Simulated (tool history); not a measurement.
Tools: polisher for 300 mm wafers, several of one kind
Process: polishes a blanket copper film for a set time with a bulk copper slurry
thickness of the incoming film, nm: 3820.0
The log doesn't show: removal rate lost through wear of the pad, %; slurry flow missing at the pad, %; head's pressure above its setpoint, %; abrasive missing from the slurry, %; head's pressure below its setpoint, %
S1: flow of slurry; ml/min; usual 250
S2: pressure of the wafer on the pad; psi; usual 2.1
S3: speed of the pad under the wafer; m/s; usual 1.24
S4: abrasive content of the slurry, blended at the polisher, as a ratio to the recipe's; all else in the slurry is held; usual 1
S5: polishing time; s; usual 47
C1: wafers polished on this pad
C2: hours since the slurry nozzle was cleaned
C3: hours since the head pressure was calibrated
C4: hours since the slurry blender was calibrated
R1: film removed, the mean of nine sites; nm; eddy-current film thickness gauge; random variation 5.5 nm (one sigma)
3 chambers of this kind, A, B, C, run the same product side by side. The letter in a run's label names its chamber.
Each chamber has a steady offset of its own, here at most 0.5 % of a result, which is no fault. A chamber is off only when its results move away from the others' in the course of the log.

run   hour   S1   S2    S3    S4  S5    C1     C2     C3     C4      R1
         6  -- chamber A: slurry blender recalibrated
 1B   10.6  250  2.1  1.24     1  47   347  146.7   90.8   70.5  402.91
 2C     17  250  2.1  1.24     1  47   417  750.9  167.8  342.4  403.72
 3A   25.4  250  2.1  1.24     1  47   838  685.6  247.5   19.5  387.23
      28.8  -- chamber A: worn pad replaced by a new one
 4B   38.4  250  2.1  1.24     1  47   634  174.5  118.6   98.3  405.12
      45.6  -- chamber C: worn pad replaced by a new one
 5A     49  250  2.1  1.24     1  47   208  709.2  271.1   43.1  404.84
      60.8  -- chamber C: slurry nozzle cleaned
 6C   62.9  250  2.1  1.24     1  47   178    2.1  213.7  388.3  401.29
      65.3  -- chamber C: slurry blender recalibrated
 7B   70.4  250  2.1  1.24     1  47   963  206.5  150.6  130.3  403.38
 8A     83  250  2.1  1.24     1  47   558  743.2  305.1   77.1  405.53
      92.6  -- chamber A: slurry nozzle cleaned
 9C   94.4  250  2.1  1.44     1  47   502   33.6  245.2   29.2  471.72
10A  106.2  250  2.1  1.44     1  47   797   13.6  328.3  100.3  464.15
     115.1  -- chamber C: worn pad replaced by a new one
11B  119.6  250  2.1  1.44     1  47  1470  255.7  199.8  179.5  455.21
12C  128.7  250  2.1  1.24     1  47   141   67.9  279.5   63.5  393.56
     129.3  -- chamber A: worn pad replaced by a new one
13B  138.5  250  2.1  1.24     1  47  1664  274.6  218.7  198.4   388.4
14A  146.7  250  2.1  1.24     1  47   179   54.1  368.8  140.8  395.35
15C  155.8  250  2.1  1.24     1  47   420     95  306.6   90.6  398.11
       167  -- chamber A: head pressure recalibrated
16B  167.8  250  2.1  1.24     1  47  1966  303.9    248  227.7  385.77
     179.4  -- chamber C: worn pad replaced by a new one
17C  180.6  250  2.1  1.24     1  47    12  119.8  331.4  115.4   400.8
18A  187.4  250  2.1  1.24     1  47   598   94.8   20.5  181.5  402.77
19B  201.8  250  2.1  1.24  0.85  47  2316  337.9    282  261.7  359.15
20A  208.2  250  2.1  1.24  0.85  47   812  115.6   41.3  202.3  388.61
21C  219.8  250  2.1  1.24  0.85  47   416    159  370.6  154.6  388.01
22C  231.6  250  2.1  1.24     1  47   537  170.8  382.4  166.4  404.32

What goes on in this fleet: one chamber off, a drifting gauge, or nothing beyond the chambers' own small offsets? Name the chamber and the cause, if any.

Chamber B drifts away from the others.
Cause: removal rate lost through wear of the pad, % = 10.9.
The log may not tell that from: head's pressure below its setpoint, %.

Here are 4 candidates for chamber B's next run, each the usual settings with a change, their results left as question marks. Which one brings its results back in line with what the others give on the usual settings?
In line means no further than this from the other chambers' mean on the usual settings: R1 19 nm
23B-1  242.2  255  2.1  1.38   1  52                   ?
23B-2  242.2  245  2.1   1.1   1  47                   ?
23B-3  242.2  250  1.7  1.24   1  47                   ?
23B-4  242.2  250  2.2  1.28   1  49                   ?

The other chambers' mean on the usual settings: R1 402.9 nm
  run      R1
23B-1  448.33
23B-2  320.48
23B-3   294.3
23B-4  409.03
23B-4 brings the chamber back in line.
